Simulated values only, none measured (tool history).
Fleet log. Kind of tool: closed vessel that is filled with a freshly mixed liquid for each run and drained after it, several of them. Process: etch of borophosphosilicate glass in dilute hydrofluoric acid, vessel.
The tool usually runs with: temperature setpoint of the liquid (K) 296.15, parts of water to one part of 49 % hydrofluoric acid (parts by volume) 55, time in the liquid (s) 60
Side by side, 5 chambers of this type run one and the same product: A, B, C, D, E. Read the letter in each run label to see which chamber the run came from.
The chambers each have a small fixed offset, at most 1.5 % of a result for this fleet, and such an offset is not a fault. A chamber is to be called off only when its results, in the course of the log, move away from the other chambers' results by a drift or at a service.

run    day  temperature setpoint of the liquid (K)  parts of water to one part of 49 % hydrofluoric acid (parts by volume)  time in the liquid (s)  hours since the thermometer was replaced  hours since the hydrofluoric acid flow meter was replaced  read-back film thickness of the borophosphosilicate glass reference wafer, read on the same gauge (nm)  thickness taken off the borophosphosilicate glass on a monitor wafer (angstrom)
 1E  0.229                                  296.15                                                                      55                      60                                     278.4                                                      721.7                                                                                                  150.02                                                                           518.24
 2D  0.388                                  296.15                                                                      55                      60                                     687.6                                                     1318.2                                                                                                  150.01                                                                           514.80
 3B  0.575                                  296.15                                                                      55                      60                                    1165.1                                                     1986.8                                                                                                  149.97                                                                           525.48
 4C  0.750                                  296.15                                                                      55                      60                                    1742.0                                                      147.1                                                                                                  150.04                                                                           527.31
 5A  0.921                                  296.15                                                                      30                      75                                    1710.3                                                     1133.5                                                                                                  149.98                                                                          1201.90
 6D  1.158                                  296.15                                                                      30                      75                                     706.1                                                     1336.7                                                                                                  149.98                                                                          1221.20
 7C  1.279                                  296.15                                                                      30                      75                                    1754.7                                                      159.8                                                                                                  150.06                                                                          1240.70
 8E  1.458                                  296.15                                                                      30                      75                                     307.9                                                      751.2                                                                                                  149.99                                                                          1243.00
 9A  1.658                                  296.15                                                                      30                      75                                    1728.0                                                     1151.2                                                                                                  149.99                                                                          1217.40
10B  1.875                                  296.15                                                                      40                      75                                    1196.3                                                     2018.0                                                                                                  150.02                                                                           918.54
11B  2.021                                  296.15                                                                      40                      75                                    1199.8                                                     2021.5                                                                                                  149.97                                                                           920.00
12E  2.238                                  296.15                                                                      40                      75                                     326.6                                                      769.9                                                                                                  150.03                                                                           916.95
13C  2.446                                  296.15                                                                      40                      75                                    1782.7                                                      187.8                                                                                                  150.00                                                                           909.75
14D  2.658                                  296.15                                                                      40                      75                                     742.1                                                     1372.7                                                                                                  150.02                                                                           918.82
15A  2.858                                  296.15                                                                      55                      60                                    1756.8                                                     1180.0                                                                                                  150.02                                                                           515.92
16D  3.050                                  296.15                                                                      55                      60                                     751.5                                                     1382.1                                                                                                  149.99                                                                           527.94
17B  3.225                                  296.15                                                                      55                      60                                    1228.7                                                     2050.4                                                                                                  149.99                                                                           528.87
18A  3.438                                  296.15                                                                      55                      60                                    1770.7                                                     1193.9                                                                                                  150.03                                                                           518.90
19E  3.667                                  296.15                                                                      55                      60                                     360.9                                                      804.2                                                                                                  149.98                                                                           515.83
20C  3.796                                  300.15                                                                      55                      60                                    1815.1                                                      220.2                                                                                                  150.00                                                                           621.08
21E  3.938                                  300.15                                                                      55                      60                                     367.4                                                      810.7                                                                                                  150.01                                                                           618.98
22D  4.062                                  300.15                                                                      55                      60                                     775.8                                                     1406.4                                                                                                  150.00                                                                           637.86
23C  4.188                                  300.15                                                                      55                      60                                    1824.5                                                      229.6                                                                                                  149.99                                                                           630.42
24B  4.304                                  300.15                                                                      55                      60                                    1254.6                                                     2076.3                                                                                                  149.98                                                                           614.04
25A  4.488                                  296.15                                                                      55                      60                                    1795.9                                                     1219.1                                                                                                  149.98                                                                           520.47
26A  4.667                                  296.15                                                                      55                      60                                    1800.2                                                     1223.4                                                                                                  150.01                                                                           515.05
27D  4.796                                  296.15                                                                      55                      60                                     793.4                                                     1424.0                                                                                                  149.96                                                                           543.50
28C  4.971                                  296.15                                                                      55                      60                                    1843.3                                                      248.4                                                                                                  150.04                                                                           526.17
29B  5.146                                  296.15                                                                      55                      60                                    1274.8                                                     2096.5                                                                                                  149.98                                                                           528.70
30E  5.346                                  296.15                                                                      75                      60                                     401.2                                                      844.5                                                                                                  150.02                                                                           369.78
31E  5.529                                  296.15                                                                      75                      60                                     405.6                                                      848.9                                                                                                  149.99                                                                           372.03
     5.608  -- chamber E: hydrofluoric acid flow meter replaced
     5.629  -- chamber B: hydrofluoric acid flow meter replaced
32D  5.633                                  296.15                                                                      75                      60                                     813.5                                                     1444.1                                                                                                  149.99                                                                           394.53
33A  5.846                                  296.15                                                                      75                      60                                    1828.5                                                     1251.7                                                                                                  150.03                                                                           368.04
34C  5.958                                  296.15                                                                      75                      60                                    1867.0                                                      272.1                                                                                                  149.99                                                                           376.59
35B  6.067                                  296.15                                                                      55                      60                                    1296.9                                                       10.5                                                                                                  150.02                                                                           525.72
36D  6.275                                  300.65                                                                      80                      60                                     828.9                                                     1459.5                                                                                                  149.99                                                                           452.52
37C  6.425                                  300.65                                                                      80                      60                                    1878.2                                                      283.3                                                                                                  150.04                                                                           414.93
38E  6.562                                  300.65                                                                      80                      60                                     430.4                                                       23.0                                                                                                  150.01                                                                           410.36
39B  6.754                                  300.65                                                                      80                      60                                    1313.4                                                       27.0                                                                                                  150.03                                                                           418.67
40A  6.908                                  300.65                                                                      80                      60                                    1854.0                                                     1277.2                                                                                                  150.01                                                                           412.29

Predict what each chamber gives when all 5 of them run the settings below next.
41A  7.079                                  291.65                                                                      55                      60                                                                                                                                                                                                                                                                                             ?
41B  7.079                                  291.65                                                                      55                      60                                                                                                                                                                                                                                                                                             ?
41C  7.079                                  291.65                                                                      55                      60                                                                                                                                                                                                                                                                                             ?
41D  7.079                                  291.65                                                                      55                      60                                                                                                                                                                                                                                                                                             ?
41E  7.079                                  291.65                                                                      55                      60                                                                                                                                                                                                                                                                                             ?

run  thickness taken off the borophosphosilicate glass on a monitor wafer (angstrom)
41A                                                                           424.52
41B                                                                           436.67
41C                                                                           431.60
41D                                                                           474.54
41E                                                                           432.49
